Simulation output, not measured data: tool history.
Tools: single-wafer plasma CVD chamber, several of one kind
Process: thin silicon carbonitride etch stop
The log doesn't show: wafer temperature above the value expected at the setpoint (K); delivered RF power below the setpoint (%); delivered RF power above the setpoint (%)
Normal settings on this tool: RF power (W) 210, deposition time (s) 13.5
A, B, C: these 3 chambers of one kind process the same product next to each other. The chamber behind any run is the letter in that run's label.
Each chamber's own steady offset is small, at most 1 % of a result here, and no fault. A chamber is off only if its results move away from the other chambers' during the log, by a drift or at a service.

| run | hour | RF power (W) | deposition time (s) | hours since the last thermocouple change | hours since the last RF generator calibration | read-back reference wafer on the same gauge, thickness_nm | mean film thickness on the monitor wafer (angstrom) |
|---|---|---|---|---|---|---|---|
| 1C | 7.7 | 210 | 13.5 | 1512.5 | 44.8 | 7.8392 | 77.565 |
| 2B | 13.9 | 210 | 13.5 | 1393.0 | 1279.9 | 7.8404 | 78.263 |
| 3A | 22.6 | 210 | 13.5 | 550.8 | 277.6 | 7.8432 | 77.879 |
| 4B | 28.8 | 210 | 13.5 | 1407.9 | 1294.8 | 7.8427 | 78.764 |
|  | 36.5 | chamber B: RF generator calibrated |
| 5C | 36.7 | 210 | 13.5 | 1541.5 | 73.8 | 7.8380 | 77.633 |
| 6A | 45.2 | 210 | 13.5 | 573.4 | 300.2 | 7.8424 | 77.590 |
| 7B | 51.0 | 210 | 11.2 | 1430.1 | 14.6 | 7.8385 | 64.997 |
| 8A | 58.3 | 210 | 11.2 | 586.5 | 313.3 | 7.8392 | 64.509 |
| 9C | 66.4 | 210 | 11.2 | 1571.2 | 103.5 | 7.8393 | 64.267 |
| 10A | 72.9 | 210 | 13.5 | 601.1 | 327.9 | 7.8344 | 77.261 |
| 11B | 80.4 | 210 | 13.5 | 1459.5 | 44.0 | 7.8429 | 77.989 |
| 12C | 88.6 | 210 | 13.5 | 1593.4 | 125.7 | 7.8414 | 77.544 |
| 13A | 95.0 | 210 | 13.5 | 623.2 | 350.0 | 7.8437 | 78.043 |
| 14B | 101.8 | 210 | 13.5 | 1480.9 | 65.4 | 7.8485 | 78.377 |
| 15C | 106.9 | 210 | 13.5 | 1611.7 | 144.0 | 7.8389 | 77.374 |
| 16B | 114.9 | 210 | 13.5 | 1494.0 | 78.5 | 7.8376 | 78.962 |
| 17A | 120.4 | 240 | 13.5 | 648.6 | 375.4 | 7.8403 | 80.523 |
| 18C | 129.5 | 240 | 13.5 | 1634.3 | 166.6 | 7.8440 | 80.817 |
| 19A | 138.4 | 240 | 13.5 | 666.6 | 393.4 | 7.8453 | 80.679 |
| 20B | 144.2 | 210 | 13.5 | 1523.3 | 107.8 | 7.8374 | 78.560 |
| 21C | 151.3 | 210 | 13.5 | 1656.1 | 188.4 | 7.8410 | 77.804 |
| 22A | 157.9 | 190 | 10.9 | 686.1 | 412.9 | 7.8345 | 60.586 |
| 23B | 166.3 | 190 | 10.9 | 1545.4 | 129.9 | 7.8362 | 61.226 |
| 24C | 172.5 | 190 | 10.9 | 1677.3 | 209.6 | 7.8401 | 60.662 |
| 25B | 178.4 | 210 | 13.5 | 1557.5 | 142.0 | 7.8406 | 78.597 |
| 26C | 184.8 | 245 | 14.3 | 1689.6 | 221.9 | 7.8362 | 85.745 |
| 27A | 191.4 | 245 | 14.3 | 719.6 | 446.4 | 7.8435 | 86.046 |
| 28B | 200.0 | 245 | 14.3 | 1579.1 | 163.6 | 7.8415 | 87.073 |
| 29A | 207.6 | 245 | 11.3 | 735.8 | 462.6 | 7.8375 | 67.738 |
| 30C | 216.7 | 245 | 11.3 | 1721.5 | 253.8 | 7.8380 | 67.915 |
| 31A | 221.1 | 245 | 11.3 | 749.3 | 476.1 | 7.8436 | 68.014 |
| 32C | 230.6 | 210 | 13.5 | 1735.4 | 267.7 | 7.8324 | 77.357 |
| 33B | 236.3 | 210 | 13.5 | 1615.4 | 199.9 | 7.8330 | 78.510 |

For the next run the whole fleet of 3 chambers uses the same settings. Give each chamber's results:
| 34A | 243.1 | 210 | 11.8 |  |  |  | ? |
| 34B | 243.1 | 210 | 11.8 |  |  |  | ? |
| 34C | 243.1 | 210 | 11.8 |  |  |  | ? |

| run | mean film thickness on the monitor wafer (angstrom) |
|---|---|
| 34A | 67.401 |
| 34B | 69.226 |
| 34C | 67.786 |
